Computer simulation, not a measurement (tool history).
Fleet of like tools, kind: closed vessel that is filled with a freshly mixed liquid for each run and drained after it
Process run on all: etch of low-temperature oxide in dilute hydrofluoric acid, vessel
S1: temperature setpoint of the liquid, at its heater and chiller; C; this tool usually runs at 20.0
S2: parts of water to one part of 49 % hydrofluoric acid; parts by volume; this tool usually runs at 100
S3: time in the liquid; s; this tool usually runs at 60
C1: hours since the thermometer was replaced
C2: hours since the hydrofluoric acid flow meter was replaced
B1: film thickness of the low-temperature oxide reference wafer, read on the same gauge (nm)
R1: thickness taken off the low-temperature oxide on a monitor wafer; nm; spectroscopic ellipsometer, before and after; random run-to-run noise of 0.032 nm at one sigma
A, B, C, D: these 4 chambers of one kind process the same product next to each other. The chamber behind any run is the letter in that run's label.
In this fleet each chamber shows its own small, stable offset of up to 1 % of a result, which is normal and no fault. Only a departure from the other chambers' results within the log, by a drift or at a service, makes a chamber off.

{"hour": 5.8, "done": "chamber B: thermometer replaced"}
{"run": "1D", "hour": 8.6, "S1": 20.0, "S2": 100, "S3": 60, "C1": 545.8, "C2": 9.1, "B1": 120.01, "R1": 5.4458}
{"run": "2C", "hour": 16.3, "S1": 20.0, "S2": 100, "S3": 60, "C1": 318.3, "C2": 919.1, "B1": 120.01, "R1": 5.4392}
{"run": "3A", "hour": 24.0, "S1": 20.0, "S2": 100, "S3": 60, "C1": 879.6, "C2": 293.9, "B1": 120.0, "R1": 5.4726}
{"run": "4B", "hour": 34.9, "S1": 20.0, "S2": 100, "S3": 60, "C1": 29.2, "C2": 301.6, "B1": 120.01, "R1": 5.4675}
{"run": "5D", "hour": 45.4, "S1": 18.5, "S2": 85, "S3": 60, "C1": 582.6, "C2": 45.9, "B1": 120.02, "R1": 6.0779}
{"run": "6B", "hour": 52.4, "S1": 18.5, "S2": 85, "S3": 60, "C1": 46.7, "C2": 319.1, "B1": 120.0, "R1": 6.1824}
{"run": "7C", "hour": 63.7, "S1": 18.5, "S2": 85, "S3": 60, "C1": 365.7, "C2": 966.5, "B1": 119.99, "R1": 6.0849}
{"run": "8A", "hour": 75.9, "S1": 18.5, "S2": 85, "S3": 60, "C1": 931.5, "C2": 345.8, "B1": 119.97, "R1": 6.1947}
{"run": "9D", "hour": 81.4, "S1": 17.0, "S2": 100, "S3": 30, "C1": 618.6, "C2": 81.9, "B1": 119.98, "R1": 2.4021}
{"run": "10A", "hour": 92.4, "S1": 17.0, "S2": 100, "S3": 30, "C1": 948.0, "C2": 362.3, "B1": 120.02, "R1": 2.4268}
{"run": "11B", "hour": 103.4, "S1": 17.0, "S2": 100, "S3": 30, "C1": 97.7, "C2": 370.1, "B1": 120.0, "R1": 2.3813}
{"run": "12C", "hour": 114.6, "S1": 17.0, "S2": 100, "S3": 30, "C1": 416.6, "C2": 1017.4, "B1": 120.0, "R1": 2.3805}
{"run": "13D", "hour": 126.3, "S1": 20.0, "S2": 100, "S3": 60, "C1": 663.5, "C2": 126.8, "B1": 120.01, "R1": 5.4088}
{"run": "14A", "hour": 132.8, "S1": 20.0, "S2": 100, "S3": 60, "C1": 988.4, "C2": 402.7, "B1": 120.0, "R1": 5.4435}
{"run": "15C", "hour": 144.3, "S1": 24.0, "S2": 100, "S3": 40, "C1": 446.3, "C2": 1047.1, "B1": 120.01, "R1": 4.2542}
{"run": "16B", "hour": 155.3, "S1": 24.0, "S2": 100, "S3": 40, "C1": 149.6, "C2": 422.0, "B1": 119.99, "R1": 4.286}
{"run": "17B", "hour": 165.9, "S1": 24.0, "S2": 100, "S3": 40, "C1": 160.2, "C2": 432.6, "B1": 119.98, "R1": 4.2911}
{"run": "18C", "hour": 178.0, "S1": 24.0, "S2": 100, "S3": 40, "C1": 480.0, "C2": 1080.8, "B1": 120.01, "R1": 4.2502}
{"run": "19A", "hour": 184.5, "S1": 20.0, "S2": 100, "S3": 60, "C1": 1040.1, "C2": 454.4, "B1": 120.0, "R1": 5.4883}
{"hour": 189.3, "done": "chamber B: hydrofluoric acid flow meter replaced"}
{"run": "20D", "hour": 195.6, "S1": 20.0, "S2": 100, "S3": 60, "C1": 732.8, "C2": 196.1, "B1": 120.0, "R1": 5.4941}
{"run": "21D", "hour": 204.6, "S1": 20.0, "S2": 100, "S3": 60, "C1": 741.8, "C2": 205.1, "B1": 120.0, "R1": 5.4562}
{"hour": 208.3, "done": "chamber A: hydrofluoric acid flow meter replaced"}
{"run": "22B", "hour": 211.2, "S1": 20.0, "S2": 100, "S3": 60, "C1": 205.5, "C2": 21.9, "B1": 119.99, "R1": 5.4539}
{"run": "23A", "hour": 219.8, "S1": 20.0, "S2": 100, "S3": 60, "C1": 1075.4, "C2": 11.6, "B1": 119.99, "R1": 5.4126}
{"run": "24C", "hour": 226.7, "S1": 20.0, "S2": 100, "S3": 60, "C1": 528.7, "C2": 1129.5, "B1": 120.01, "R1": 5.4227}
{"run": "25C", "hour": 239.0, "S1": 20.0, "S2": 100, "S3": 60, "C1": 541.0, "C2": 1141.8, "B1": 120.01, "R1": 5.3705}
{"run": "26B", "hour": 246.7, "S1": 20.0, "S2": 100, "S3": 60, "C1": 241.0, "C2": 57.4, "B1": 120.0, "R1": 5.4888}
{"run": "27D", "hour": 252.6, "S1": 20.0, "S2": 100, "S3": 60, "C1": 789.8, "C2": 253.1, "B1": 119.98, "R1": 5.4269}
{"run": "28A", "hour": 259.6, "S1": 20.0, "S2": 100, "S3": 60, "C1": 1115.2, "C2": 51.4, "B1": 120.0, "R1": 5.4626}
{"run": "29C", "hour": 269.9, "S1": 20.0, "S2": 100, "S3": 60, "C1": 571.9, "C2": 1172.7, "B1": 120.0, "R1": 5.433}
{"run": "30B", "hour": 280.6, "S1": 20.0, "S2": 100, "S3": 60, "C1": 274.9, "C2": 91.3, "B1": 120.01, "R1": 5.5124}
{"run": "31D", "hour": 292.3, "S1": 20.0, "S2": 100, "S3": 35, "C1": 829.5, "C2": 292.8, "B1": 120.0, "R1": 3.1538}
{"run": "32A", "hour": 300.8, "S1": 20.0, "S2": 100, "S3": 35, "C1": 1156.4, "C2": 92.6, "B1": 120.0, "R1": 3.1555}
{"run": "33B", "hour": 312.9, "S1": 20.0, "S2": 100, "S3": 35, "C1": 307.2, "C2": 123.6, "B1": 119.97, "R1": 3.1672}
{"run": "34D", "hour": 322.9, "S1": 20.0, "S2": 100, "S3": 35, "C1": 860.1, "C2": 323.4, "B1": 120.01, "R1": 3.1827}
{"run": "35C", "hour": 330.1, "S1": 20.0, "S2": 100, "S3": 60, "C1": 632.1, "C2": 1232.9, "B1": 120.01, "R1": 5.4218}
{"run": "36A", "hour": 341.4, "S1": 20.0, "S2": 70, "S3": 85, "C1": 1197.0, "C2": 133.2, "B1": 120.01, "R1": 11.606}
{"run": "37B", "hour": 347.9, "S1": 20.0, "S2": 70, "S3": 85, "C1": 342.2, "C2": 158.6, "B1": 119.99, "R1": 11.56}
{"run": "38A", "hour": 353.3, "S1": 20.0, "S2": 70, "S3": 85, "C1": 1208.9, "C2": 145.1, "B1": 119.98, "R1": 11.49}

Has any chamber moved away from the others, gradually or after a service, or does the common gauge drift, or do the chambers differ only by their own small steady offsets? State the chamber and the most likely cause if one applies.

Beyond each chamber's small constant offset nothing stands out, and the gauge stays steady.

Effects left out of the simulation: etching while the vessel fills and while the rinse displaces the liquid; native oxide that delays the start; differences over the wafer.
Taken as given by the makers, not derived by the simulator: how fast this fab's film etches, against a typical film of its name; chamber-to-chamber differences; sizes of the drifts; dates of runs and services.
